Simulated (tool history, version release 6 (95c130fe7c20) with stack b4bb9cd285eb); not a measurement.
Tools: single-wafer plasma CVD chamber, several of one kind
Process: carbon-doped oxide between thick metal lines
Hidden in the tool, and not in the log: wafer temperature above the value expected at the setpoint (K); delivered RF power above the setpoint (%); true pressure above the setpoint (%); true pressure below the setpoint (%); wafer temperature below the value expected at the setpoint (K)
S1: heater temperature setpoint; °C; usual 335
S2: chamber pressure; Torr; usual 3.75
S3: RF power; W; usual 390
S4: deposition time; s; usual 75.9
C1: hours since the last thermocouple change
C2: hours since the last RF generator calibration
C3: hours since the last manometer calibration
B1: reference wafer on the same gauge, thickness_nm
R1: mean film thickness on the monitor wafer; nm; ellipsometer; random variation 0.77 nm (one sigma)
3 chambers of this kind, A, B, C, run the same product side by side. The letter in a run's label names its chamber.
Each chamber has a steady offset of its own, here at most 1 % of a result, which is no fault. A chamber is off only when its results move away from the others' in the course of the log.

| run | hour | S1 | S2 | S3 | S4 | C1 | C2 | C3 | B1 | R1 |
|---|---|---|---|---|---|---|---|---|---|---|
| 1A | 7.8 | 335 | 3.75 | 390 | 75.9 | 444.4 | 213.5 | 387.3 | 292.95 | 324.79 |
| 2B | 15.6 | 335 | 3.75 | 390 | 75.9 | 94.0 | 1330.0 | 1253.5 | 292.93 | 324.23 |
| 3C | 22.4 | 335 | 3.75 | 390 | 75.9 | 505.3 | 45.3 | 373.4 | 292.97 | 324.34 |
| 4B | 28.6 | 335 | 3.75 | 390 | 75.9 | 107.0 | 1343.0 | 1266.5 | 292.87 | 324.05 |
| 5A | 40.1 | 335 | 3.75 | 390 | 75.9 | 476.7 | 245.8 | 419.6 | 292.88 | 324.33 |
| 6C | 47.9 | 335 | 3.75 | 390 | 75.9 | 530.8 | 70.8 | 398.9 | 292.90 | 324.22 |
| 7C | 56.2 | 335 | 3.75 | 390 | 75.9 | 539.1 | 79.1 | 407.2 | 292.88 | 323.59 |
| 8B | 66.4 | 335 | 3.75 | 390 | 75.9 | 144.8 | 1380.8 | 1304.3 | 292.99 | 324.21 |
| 9A | 76.0 | 335 | 3.75 | 390 | 75.9 | 512.6 | 281.7 | 455.5 | 293.06 | 323.70 |
| 10B | 85.3 | 335 | 3.75 | 390 | 75.9 | 163.7 | 1399.7 | 1323.2 | 293.09 | 323.99 |
| 11C | 92.2 | 335 | 3.75 | 390 | 75.9 | 575.1 | 115.1 | 443.2 | 293.04 | 324.17 |
| 12A | 99.1 | 335 | 3.75 | 390 | 75.9 | 535.7 | 304.8 | 478.6 | 293.04 | 324.69 |
| 13C | 107.0 | 335 | 3.75 | 390 | 75.9 | 589.9 | 129.9 | 458.0 | 293.09 | 323.39 |
| 14B | 115.7 | 335 | 3.75 | 390 | 75.9 | 194.1 | 1430.1 | 1353.6 | 292.97 | 325.83 |
| 15A | 124.1 | 335 | 4.10 | 390 | 75.9 | 560.7 | 329.8 | 503.6 | 293.19 | 329.42 |
| 16A | 132.0 | 335 | 4.10 | 390 | 75.9 | 568.6 | 337.7 | 511.5 | 292.95 | 327.65 |
| 17B | 141.3 | 335 | 4.10 | 390 | 75.9 | 219.7 | 1455.7 | 1379.2 | 292.89 | 329.66 |
| 18C | 150.9 | 335 | 3.75 | 390 | 75.9 | 633.8 | 173.8 | 501.9 | 292.81 | 325.28 |
| 19A | 156.7 | 335 | 3.75 | 390 | 75.9 | 593.3 | 362.4 | 536.2 | 293.09 | 324.68 |
| 20B | 166.9 | 335 | 3.75 | 390 | 75.9 | 245.3 | 1481.3 | 1404.8 | 293.06 | 325.41 |
| 21C | 176.6 | 340 | 3.75 | 390 | 75.9 | 659.5 | 199.5 | 527.6 | 292.92 | 320.14 |
| 22A | 182.3 | 340 | 3.75 | 390 | 75.9 | 618.9 | 388.0 | 561.8 | 293.04 | 320.28 |
| 23C | 189.6 | 340 | 3.75 | 390 | 75.9 | 672.5 | 212.5 | 540.6 | 293.04 | 318.50 |
| 24B | 199.9 | 335 | 3.75 | 390 | 75.9 | 278.3 | 1514.3 | 1437.8 | 293.02 | 325.32 |
| 25B | 209.1 | 335 | 3.75 | 390 | 75.9 | 287.5 | 1523.5 | 1447.0 | 293.04 | 325.99 |
| 26A | 217.1 | 335 | 3.75 | 390 | 75.9 | 653.7 | 422.8 | 596.6 | 293.04 | 325.27 |
| 27C | 223.6 | 335 | 3.75 | 390 | 75.9 | 706.5 | 246.5 | 574.6 | 292.96 | 324.69 |
| 28C | 235.3 | 335 | 3.75 | 390 | 75.9 | 718.2 | 258.2 | 586.3 | 292.92 | 323.27 |
| 29A | 246.8 | 322 | 4.46 | 390 | 75.9 | 683.4 | 452.5 | 626.3 | 292.93 | 349.08 |
| 30B | 254.4 | 322 | 4.46 | 390 | 75.9 | 332.8 | 1568.8 | 1492.3 | 292.95 | 348.31 |
| 31C | 260.2 | 322 | 4.46 | 390 | 75.9 | 743.1 | 283.1 | 611.2 | 292.94 | 346.54 |
| 32A | 267.9 | 335 | 3.75 | 390 | 75.9 | 704.5 | 473.6 | 647.4 | 293.13 | 323.06 |
| 33B | 273.5 | 335 | 3.75 | 390 | 75.9 | 351.9 | 1587.9 | 1511.4 | 292.95 | 324.64 |
| 34B | 280.8 | 335 | 3.75 | 390 | 75.9 | 359.2 | 1595.2 | 1518.7 | 292.93 | 324.00 |

Next, every chamber runs the same settings. What will each give?
| 35A | 289.5 | 320 | 3.75 | 390 | 75.9 |  |  |  |  | ? |
| 35B | 289.5 | 320 | 3.75 | 390 | 75.9 |  |  |  |  | ? |
| 35C | 289.5 | 320 | 3.75 | 390 | 75.9 |  |  |  |  | ? |

| run | R1 |
|---|---|
| 35A | 342.11 |
| 35B | 340.28 |
| 35C | 339.43 |
